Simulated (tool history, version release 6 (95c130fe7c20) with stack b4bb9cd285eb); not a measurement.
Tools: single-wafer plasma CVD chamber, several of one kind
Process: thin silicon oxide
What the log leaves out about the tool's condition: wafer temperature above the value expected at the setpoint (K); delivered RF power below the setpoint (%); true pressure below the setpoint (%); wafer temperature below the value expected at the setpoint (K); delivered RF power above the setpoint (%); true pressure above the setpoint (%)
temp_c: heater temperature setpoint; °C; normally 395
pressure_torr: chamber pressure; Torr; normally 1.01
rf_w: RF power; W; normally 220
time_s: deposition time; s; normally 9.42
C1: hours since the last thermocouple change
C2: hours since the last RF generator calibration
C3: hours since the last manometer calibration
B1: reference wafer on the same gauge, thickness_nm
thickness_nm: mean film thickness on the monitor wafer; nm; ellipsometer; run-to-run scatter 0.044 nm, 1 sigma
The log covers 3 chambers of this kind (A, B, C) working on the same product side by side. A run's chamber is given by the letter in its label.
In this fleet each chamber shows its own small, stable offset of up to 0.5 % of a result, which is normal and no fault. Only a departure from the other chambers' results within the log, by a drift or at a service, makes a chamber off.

run 1C hour=3.0 | temp_c=395 pressure_torr=1.01 rf_w=220 time_s=9.42 | C1=2011.9 C2=1593.7 C3=486.7 | B1=17.302 | thickness_nm=18.310
run 2B hour=6.0 | temp_c=395 pressure_torr=1.01 rf_w=220 time_s=9.42 | C1=1045.1 C2=963.8 C3=291.0 | B1=17.297 | thickness_nm=18.240
run 3A hour=8.9 | temp_c=395 pressure_torr=1.01 rf_w=220 time_s=9.42 | C1=350.7 C2=187.4 C3=1889.0 | B1=17.302 | thickness_nm=18.219
run 4B hour=14.7 | temp_c=395 pressure_torr=1.01 rf_w=220 time_s=9.42 | C1=1053.8 C2=972.5 C3=299.7 | B1=17.298 | thickness_nm=18.405
run 5C hour=18.2 | temp_c=395 pressure_torr=1.01 rf_w=220 time_s=9.42 | C1=2027.1 C2=1608.9 C3=501.9 | B1=17.301 | thickness_nm=18.361
run 6A hour=24.3 | temp_c=395 pressure_torr=1.01 rf_w=220 time_s=9.42 | C1=366.1 C2=202.8 C3=1904.4 | B1=17.293 | thickness_nm=18.245
run 7B hour=28.2 | temp_c=395 pressure_torr=1.01 rf_w=220 time_s=9.42 | C1=1067.3 C2=986.0 C3=313.2 | B1=17.297 | thickness_nm=18.374
run 8A hour=34.1 | temp_c=395 pressure_torr=1.01 rf_w=220 time_s=9.42 | C1=375.9 C2=212.6 C3=1914.2 | B1=17.308 | thickness_nm=18.303
run 9C hour=39.5 | temp_c=395 pressure_torr=1.01 rf_w=220 time_s=9.42 | C1=2048.4 C2=1630.2 C3=523.2 | B1=17.285 | thickness_nm=18.314
run 10B hour=43.6 | temp_c=395 pressure_torr=1.01 rf_w=220 time_s=9.42 | C1=1082.7 C2=1001.4 C3=328.6 | B1=17.297 | thickness_nm=18.401
run 11A hour=46.5 | temp_c=395 pressure_torr=1.01 rf_w=220 time_s=9.42 | C1=388.3 C2=225.0 C3=1926.6 | B1=17.302 | thickness_nm=18.290
run 12C hour=52.1 | temp_c=395 pressure_torr=1.01 rf_w=220 time_s=9.42 | C1=2061.0 C2=1642.8 C3=535.8 | B1=17.306 | thickness_nm=18.336
run 13C hour=55.3 | temp_c=395 pressure_torr=1.01 rf_w=220 time_s=9.42 | C1=2064.2 C2=1646.0 C3=539.0 | B1=17.290 | thickness_nm=18.355
run 14A hour=59.5 | temp_c=395 pressure_torr=1.01 rf_w=220 time_s=9.42 | C1=401.3 C2=238.0 C3=1939.6 | B1=17.296 | thickness_nm=18.310
run 15B hour=66.1 | temp_c=395 pressure_torr=0.81 rf_w=220 time_s=9.42 | C1=1105.2 C2=1023.9 C3=351.1 | B1=17.300 | thickness_nm=15.261
-- hour=71.0 chamber A: capacitance manometer re-zeroed and calibrated
run 16A hour=71.5 | temp_c=395 pressure_torr=0.81 rf_w=220 time_s=9.42 | C1=413.3 C2=250.0 C3=0.6 | B1=17.302 | thickness_nm=14.663
run 17C hour=74.6 | temp_c=395 pressure_torr=0.81 rf_w=220 time_s=9.42 | C1=2083.5 C2=1665.3 C3=558.3 | B1=17.305 | thickness_nm=15.360
run 18B hour=77.6 | temp_c=395 pressure_torr=1.01 rf_w=220 time_s=9.42 | C1=1116.7 C2=1035.4 C3=362.6 | B1=17.303 | thickness_nm=18.305
run 19A hour=81.6 | temp_c=395 pressure_torr=1.01 rf_w=220 time_s=9.42 | C1=423.4 C2=260.1 C3=10.7 | B1=17.300 | thickness_nm=17.753
run 20C hour=88.1 | temp_c=395 pressure_torr=1.01 rf_w=220 time_s=9.42 | C1=2097.0 C2=1678.8 C3=571.8 | B1=17.297 | thickness_nm=18.373
run 21B hour=93.9 | temp_c=395 pressure_torr=1.01 rf_w=220 time_s=9.42 | C1=1133.0 C2=1051.7 C3=378.9 | B1=17.293 | thickness_nm=18.231
run 22B hour=97.7 | temp_c=395 pressure_torr=1.01 rf_w=220 time_s=9.42 | C1=1136.8 C2=1055.5 C3=382.7 | B1=17.294 | thickness_nm=18.302
run 23A hour=103.9 | temp_c=395 pressure_torr=1.01 rf_w=220 time_s=9.42 | C1=445.7 C2=282.4 C3=33.0 | B1=17.290 | thickness_nm=17.819
run 24C hour=107.7 | temp_c=395 pressure_torr=1.01 rf_w=220 time_s=9.42 | C1=2116.6 C2=1698.4 C3=591.4 | B1=17.306 | thickness_nm=18.366
run 25B hour=110.9 | temp_c=395 pressure_torr=1.01 rf_w=220 time_s=9.42 | C1=1150.0 C2=1068.7 C3=395.9 | B1=17.292 | thickness_nm=18.314
run 26C hour=113.8 | temp_c=395 pressure_torr=1.01 rf_w=220 time_s=9.42 | C1=2122.7 C2=1704.5 C3=597.5 | B1=17.303 | thickness_nm=18.354
run 27A hour=116.9 | temp_c=395 pressure_torr=1.01 rf_w=220 time_s=9.42 | C1=458.7 C2=295.4 C3=46.0 | B1=17.312 | thickness_nm=17.810
run 28C hour=121.3 | temp_c=395 pressure_torr=1.01 rf_w=220 time_s=9.42 | C1=2130.2 C2=1712.0 C3=605.0 | B1=17.298 | thickness_nm=18.330
run 29A hour=125.5 | temp_c=395 pressure_torr=1.01 rf_w=220 time_s=9.42 | C1=467.3 C2=304.0 C3=54.6 | B1=17.304 | thickness_nm=17.841
run 30B hour=132.0 | temp_c=395 pressure_torr=1.01 rf_w=220 time_s=9.42 | C1=1171.1 C2=1089.8 C3=417.0 | B1=17.289 | thickness_nm=18.277
run 31A hour=136.6 | temp_c=395 pressure_torr=1.01 rf_w=220 time_s=9.42 | C1=478.4 C2=315.1 C3=65.7 | B1=17.299 | thickness_nm=17.822
run 32C hour=142.1 | temp_c=395 pressure_torr=1.01 rf_w=220 time_s=9.42 | C1=2151.0 C2=1732.8 C3=625.8 | B1=17.303 | thickness_nm=18.313
run 33B hour=146.1 | temp_c=395 pressure_torr=0.91 rf_w=220 time_s=7.71 | C1=1185.2 C2=1103.9 C3=431.1 | B1=17.305 | thickness_nm=13.811
run 34A hour=150.8 | temp_c=395 pressure_torr=0.91 rf_w=220 time_s=7.71 | C1=492.6 C2=329.3 C3=79.9 | B1=17.305 | thickness_nm=13.328
-- hour=154.6 chamber C: thermocouple changed; heater temperature recalibrated
run 35C hour=155.8 | temp_c=395 pressure_torr=0.91 rf_w=220 time_s=7.71 | C1=1.3 C2=1746.5 C3=639.5 | B1=17.297 | thickness_nm=13.895
run 36B hour=160.5 | temp_c=395 pressure_torr=1.01 rf_w=220 time_s=9.42 | C1=1199.6 C2=1118.3 C3=445.5 | B1=17.297 | thickness_nm=18.375
run 37C hour=164.1 | temp_c=395 pressure_torr=1.01 rf_w=220 time_s=9.42 | C1=9.6 C2=1754.8 C3=647.8 | B1=17.300 | thickness_nm=18.307
run 38A hour=167.5 | temp_c=395 pressure_torr=1.01 rf_w=220 time_s=9.42 | C1=509.3 C2=346.0 C3=96.6 | B1=17.296 | thickness_nm=17.812
run 39B hour=172.9 | temp_c=395 pressure_torr=1.01 rf_w=220 time_s=9.42 | C1=1212.0 C2=1130.7 C3=457.9 | B1=17.305 | thickness_nm=18.361

Which is it: a chamber that has drifted or been left off by a service, a gauge drift common to all chambers, or only each chamber's usual small offset? If a chamber is off, name it and its likeliest cause.

A service left chamber A off against the others.
Most likely cause: true pressure below the setpoint (%) = 4.

Here are 4 candidates for chamber A's next run, each the usual settings with a change, their results left as question marks. Which one brings its results back in line with what the others give on the usual settings?
In-line tolerance around the mean of the other chambers on the usual settings: thickness_nm 0.150 nm
run 40A-1 hour=177.6 | temp_c=415 pressure_torr=1.01 rf_w=220 time_s=9.42 | thickness_nm=?
run 40A-2 hour=177.6 | temp_c=395 pressure_torr=1.01 rf_w=220 time_s=9.13 | thickness_nm=?
run 40A-3 hour=177.6 | temp_c=395 pressure_torr=1.01 rf_w=220 time_s=9.71 | thickness_nm=?
run 40A-4 hour=177.6 | temp_c=375 pressure_torr=1.01 rf_w=220 time_s=9.42 | thickness_nm=?

Other chambers, usual settings, mean: thickness_nm 18.332 nm
run=40A-1 thickness_nm=17.534
run=40A-2 thickness_nm=17.217
run=40A-3 thickness_nm=18.307
run=40A-4 thickness_nm=17.996
With 40A-3, the chamber falls back in line with the rest.

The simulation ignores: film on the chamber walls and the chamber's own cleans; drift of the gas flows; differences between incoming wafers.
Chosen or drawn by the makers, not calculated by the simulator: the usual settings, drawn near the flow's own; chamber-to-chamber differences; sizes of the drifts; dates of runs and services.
